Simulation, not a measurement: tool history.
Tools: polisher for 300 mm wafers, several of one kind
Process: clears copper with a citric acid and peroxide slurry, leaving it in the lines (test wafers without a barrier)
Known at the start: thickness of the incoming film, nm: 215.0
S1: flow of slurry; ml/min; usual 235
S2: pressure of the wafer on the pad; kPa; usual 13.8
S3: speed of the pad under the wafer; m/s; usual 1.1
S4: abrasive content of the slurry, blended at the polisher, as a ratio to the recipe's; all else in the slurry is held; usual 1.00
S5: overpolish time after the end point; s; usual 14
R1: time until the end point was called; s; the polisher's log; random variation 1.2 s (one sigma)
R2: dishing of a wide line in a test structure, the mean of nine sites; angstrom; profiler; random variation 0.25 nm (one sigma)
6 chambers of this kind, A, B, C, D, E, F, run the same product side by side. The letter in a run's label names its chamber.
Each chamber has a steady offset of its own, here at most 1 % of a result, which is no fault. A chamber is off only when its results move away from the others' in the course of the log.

{"hour": 2.0, "done": "chamber E: slurry nozzle cleaned"}
{"run": "1E", "hour": 4.9, "S1": 235, "S2": 13.8, "S3": 1.1, "S4": 1.0, "S5": 14, "R1": 147.26, "R2": 156.23}
{"hour": 5.9, "done": "chamber E: slurry blender recalibrated"}
{"hour": 6.3, "done": "chamber F: worn pad replaced by a new one"}
{"run": "2D", "hour": 8.6, "S1": 235, "S2": 13.8, "S3": 1.1, "S4": 1.0, "S5": 14, "R1": 146.27, "R2": 151.17}
{"hour": 8.9, "done": "chamber C: worn pad replaced by a new one"}
{"hour": 10.5, "done": "chamber D: worn pad replaced by a new one"}
{"run": "3F", "hour": 12.3, "S1": 235, "S2": 13.8, "S3": 1.1, "S4": 1.0, "S5": 14, "R1": 145.39, "R2": 156.72}
{"run": "4B", "hour": 15.3, "S1": 235, "S2": 13.8, "S3": 1.1, "S4": 1.0, "S5": 14, "R1": 146.91, "R2": 162.2}
{"run": "5C", "hour": 19.3, "S1": 235, "S2": 13.8, "S3": 1.1, "S4": 1.0, "S5": 14, "R1": 145.26, "R2": 154.01}
{"run": "6A", "hour": 23.9, "S1": 235, "S2": 13.8, "S3": 1.1, "S4": 1.0, "S5": 14, "R1": 143.92, "R2": 152.74}
{"run": "7A", "hour": 29.1, "S1": 235, "S2": 17.2, "S3": 1.1, "S4": 0.85, "S5": 14, "R1": 121.22, "R2": 184.15}
{"hour": 30.3, "done": "chamber D: slurry blender recalibrated"}
{"run": "8C", "hour": 32.9, "S1": 235, "S2": 17.2, "S3": 1.1, "S4": 0.85, "S5": 14, "R1": 120.63, "R2": 183.07}
{"hour": 35.5, "done": "chamber A: slurry blender recalibrated"}
{"run": "9D", "hour": 38.7, "S1": 235, "S2": 17.2, "S3": 1.1, "S4": 0.85, "S5": 14, "R1": 122.38, "R2": 187.57}
{"run": "10E", "hour": 42.6, "S1": 235, "S2": 17.2, "S3": 1.1, "S4": 0.85, "S5": 14, "R1": 123.19, "R2": 186.94}
{"run": "11F", "hour": 45.8, "S1": 235, "S2": 17.2, "S3": 1.1, "S4": 0.85, "S5": 14, "R1": 120.32, "R2": 189.8}
{"run": "12B", "hour": 50.9, "S1": 235, "S2": 17.2, "S3": 1.1, "S4": 0.85, "S5": 14, "R1": 122.49, "R2": 182.09}
{"run": "13D", "hour": 54.3, "S1": 235, "S2": 13.8, "S3": 1.1, "S4": 1.0, "S5": 14, "R1": 148.15, "R2": 153.5}
{"hour": 57.8, "done": "chamber E: worn pad replaced by a new one"}
{"run": "14B", "hour": 58.8, "S1": 235, "S2": 13.8, "S3": 1.1, "S4": 1.0, "S5": 20, "R1": 145.55, "R2": 219.47}
{"hour": 60.0, "done": "chamber B: worn pad replaced by a new one"}
{"run": "15F", "hour": 62.7, "S1": 235, "S2": 13.8, "S3": 1.1, "S4": 1.0, "S5": 20, "R1": 144.78, "R2": 215.25}
{"hour": 63.9, "done": "chamber F: head pressure recalibrated"}
{"run": "16A", "hour": 67.8, "S1": 235, "S2": 13.8, "S3": 1.1, "S4": 1.0, "S5": 20, "R1": 144.31, "R2": 215.18}
{"run": "17E", "hour": 74.3, "S1": 235, "S2": 13.8, "S3": 1.1, "S4": 1.0, "S5": 20, "R1": 146.51, "R2": 216.23}
{"hour": 76.0, "done": "chamber A: worn pad replaced by a new one"}
{"run": "18C", "hour": 79.0, "S1": 235, "S2": 13.8, "S3": 1.1, "S4": 1.0, "S5": 20, "R1": 145.57, "R2": 213.86}
{"hour": 84.2, "done": "chamber A: head pressure recalibrated"}
{"run": "19A", "hour": 84.6, "S1": 235, "S2": 13.8, "S3": 1.1, "S4": 1.0, "S5": 20, "R1": 143.36, "R2": 216.34}
{"hour": 85.3, "done": "chamber C: slurry blender recalibrated"}
{"hour": 88.4, "done": "chamber F: worn pad replaced by a new one"}
{"run": "20D", "hour": 90.6, "S1": 235, "S2": 13.8, "S3": 1.1, "S4": 1.0, "S5": 14, "R1": 145.62, "R2": 152.37}
{"hour": 91.8, "done": "chamber F: slurry blender recalibrated"}
{"hour": 96.5, "done": "chamber F: slurry nozzle cleaned"}
{"run": "21F", "hour": 96.7, "S1": 235, "S2": 13.8, "S3": 1.1, "S4": 1.0, "S5": 14, "R1": 144.93, "R2": 158.36}
{"hour": 98.6, "done": "chamber D: worn pad replaced by a new one"}
{"run": "22B", "hour": 100.3, "S1": 235, "S2": 13.8, "S3": 1.1, "S4": 1.0, "S5": 14, "R1": 143.89, "R2": 156.68}
{"run": "23E", "hour": 106.9, "S1": 235, "S2": 13.8, "S3": 1.1, "S4": 1.0, "S5": 14, "R1": 147.12, "R2": 155.21}
{"run": "24C", "hour": 113.7, "S1": 235, "S2": 13.8, "S3": 1.1, "S4": 1.0, "S5": 14, "R1": 146.08, "R2": 155.92}
{"hour": 116.2, "done": "chamber C: worn pad replaced by a new one"}
{"run": "25A", "hour": 118.9, "S1": 235, "S2": 13.8, "S3": 1.1, "S4": 1.0, "S5": 14, "R1": 144.76, "R2": 157.21}
{"run": "26F", "hour": 123.9, "S1": 235, "S2": 13.8, "S3": 1.1, "S4": 1.0, "S5": 14, "R1": 147.26, "R2": 159.24}
{"run": "27E", "hour": 130.0, "S1": 235, "S2": 13.8, "S3": 0.9, "S4": 0.75, "S5": 14, "R1": 189.15, "R2": 122.72}
{"run": "28B", "hour": 136.0, "S1": 235, "S2": 13.8, "S3": 0.9, "S4": 0.75, "S5": 14, "R1": 189.93, "R2": 120.05}
{"run": "29D", "hour": 141.5, "S1": 235, "S2": 13.8, "S3": 0.9, "S4": 0.75, "S5": 14, "R1": 186.85, "R2": 120.82}
{"run": "30C", "hour": 147.2, "S1": 235, "S2": 13.8, "S3": 0.9, "S4": 0.75, "S5": 14, "R1": 191.84, "R2": 123.12}
{"run": "31B", "hour": 152.8, "S1": 235, "S2": 13.8, "S3": 0.9, "S4": 0.75, "S5": 14, "R1": 189.44, "R2": 124.02}
{"run": "32C", "hour": 158.2, "S1": 235, "S2": 13.8, "S3": 0.9, "S4": 0.75, "S5": 14, "R1": 188.65, "R2": 123.52}
{"run": "33D", "hour": 163.9, "S1": 235, "S2": 13.8, "S3": 1.1, "S4": 1.0, "S5": 14, "R1": 148.82, "R2": 153.85}
{"run": "34F", "hour": 167.7, "S1": 235, "S2": 13.8, "S3": 1.1, "S4": 1.0, "S5": 14, "R1": 145.99, "R2": 151.46}
{"run": "35E", "hour": 172.4, "S1": 235, "S2": 13.8, "S3": 1.1, "S4": 1.0, "S5": 14, "R1": 146.68, "R2": 151.35}
{"run": "36A", "hour": 177.3, "S1": 235, "S2": 13.8, "S3": 1.1, "S4": 1.0, "S5": 14, "R1": 145.91, "R2": 156.44}

All 6 chambers run these settings next. Forecast each chamber's results:
{"run": "37A", "hour": 182.2, "S1": 235, "S2": 13.8, "S3": 1.1, "S4": 1.0, "S5": 14, "R1": "?", "R2": "?"}
{"run": "37B", "hour": 182.2, "S1": 235, "S2": 13.8, "S3": 1.1, "S4": 1.0, "S5": 14, "R1": "?", "R2": "?"}
{"run": "37C", "hour": 182.2, "S1": 235, "S2": 13.8, "S3": 1.1, "S4": 1.0, "S5": 14, "R1": "?", "R2": "?"}
{"run": "37D", "hour": 182.2, "S1": 235, "S2": 13.8, "S3": 1.1, "S4": 1.0, "S5": 14, "R1": "?", "R2": "?"}
{"run": "37E", "hour": 182.2, "S1": 235, "S2": 13.8, "S3": 1.1, "S4": 1.0, "S5": 14, "R1": "?", "R2": "?"}
{"run": "37F", "hour": 182.2, "S1": 235, "S2": 13.8, "S3": 1.1, "S4": 1.0, "S5": 14, "R1": "?", "R2": "?"}

run=37A R1=145.81 R2=157.15
run=37B R1=146.97 R2=156.94
run=37C R1=147.13 R2=154.24
run=37D R1=144.79 R2=155.46
run=37E R1=146.70 R2=152.63
run=37F R1=145.19 R2=153.36

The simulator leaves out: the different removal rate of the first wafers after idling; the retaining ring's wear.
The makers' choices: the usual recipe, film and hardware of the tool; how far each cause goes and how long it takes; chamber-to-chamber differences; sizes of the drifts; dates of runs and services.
